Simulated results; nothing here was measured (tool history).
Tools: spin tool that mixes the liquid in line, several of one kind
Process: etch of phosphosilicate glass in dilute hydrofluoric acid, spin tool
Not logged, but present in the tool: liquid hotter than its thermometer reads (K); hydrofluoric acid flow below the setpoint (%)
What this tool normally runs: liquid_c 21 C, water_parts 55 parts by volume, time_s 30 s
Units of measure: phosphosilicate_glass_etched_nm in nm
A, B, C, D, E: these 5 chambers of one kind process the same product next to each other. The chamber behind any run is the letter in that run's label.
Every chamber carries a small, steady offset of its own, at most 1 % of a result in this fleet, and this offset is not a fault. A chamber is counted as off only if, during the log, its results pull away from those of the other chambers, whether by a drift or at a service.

run	hour	liquid_c	water_parts	time_s	hours since the thermometer was replaced	hours since the hydrofluoric acid flow meter was replaced	read-back film thickness of the phosphosilicate glass reference wafer, read on the same gauge (nm)	phosphosilicate_glass_etched_nm
1B	7.8	21	55	30	1137.1	322.6	29.998	38.024
2C	14	21	55	30	167.8	1038.2	29.988	38.818
3E	23.4	21	55	30	1292.9	1258.9	29.996	39.154
4A	33.2	21	55	30	826	503.4	30.016	38.542
5D	40.6	21	55	30	579.8	145.6	30.008	38.728
6E	46.2	21	55	30	1315.7	1281.7	29.975	39.277
7A	51.1	21	55	30	843.9	521.3	30.027	38.733
# hour 54: chamber B: thermometer replaced
8C	57	21	55	30	210.8	1081.2	29.991	38.798
9D	62.4	21	55	30	601.6	167.4	29.995	38.831
10B	71	21	55	30	17.1	385.8	30.007	38.534
11E	78.5	21	55	30	1348	1314	29.99	38.845
12D	85.3	21	55	30	624.5	190.3	29.987	38.699
13B	93.6	21	55	30	39.7	408.4	30.017	38.306
14C	99.8	21	55	30	253.6	1124	30	38.573
15A	105.4	21	55	30	898.2	575.6	29.984	38.84
16A	112	21	55	30	904.8	582.2	30.016	38.926
17B	118.6	21	55	30	64.7	433.4	29.988	38.237
18C	125.6	21	55	30	279.4	1149.8	30.001	38.597
19E	133.5	21	55	30	1403	1369	30.019	39.049
20D	140.7	21	55	30	679.9	245.7	29.98	38.679
# hour 144.4: chamber B: hydrofluoric acid flow meter replaced
21A	147.7	21	55	30	940.5	617.9	30.014	38.915
22D	156.8	21	55	45	696	261.8	30.003	57.897
23C	164.5	21	55	45	318.3	1188.7	30	58.098
24E	172.1	21	55	45	1441.6	1407.6	30.023	58.373
25B	180.9	21	55	45	127	36.6	30.018	58.202
26B	188.2	21	55	45	134.3	43.9	30	57.933
27C	193.5	21	55	50	347.3	1217.7	29.969	64.262
28D	200.2	21	55	50	739.4	305.2	30.002	64.267
29E	205.3	21	55	50	1474.8	1440.8	30.033	64.944
30A	212.5	21	55	50	1005.3	682.7	29.986	64.724
31C	219.9	21	55	50	373.7	1244.1	29.997	64.21
32B	229.2	21	55	30	175.3	84.9	29.985	38.788
33E	238.2	25.5	55	35	1507.7	1473.7	30.027	54.737
34D	243	25.5	55	35	782.2	348	29.996	54.47
35A	251.3	25.5	55	35	1044.1	721.5	29.986	54.625
36C	261.2	25.5	55	35	415	1285.4	29.987	54.091
37B	267.8	25.5	55	35	213.9	123.5	29.981	53.615
38D	275.2	19.5	55	30	814.4	380.2	29.992	36.06
39A	282.4	19.5	55	30	1075.2	752.6	30.012	36.391
40E	292	19.5	55	30	1561.5	1527.5	29.988	36.585

Which is it: a chamber that has drifted or been left off by a service, a gauge drift common to all chambers, or only each chamber's usual small offset? If a chamber is off, name it and its likeliest cause.

Neither any chamber nor the gauge drifts; the chambers differ only by their own small, steady offsets.
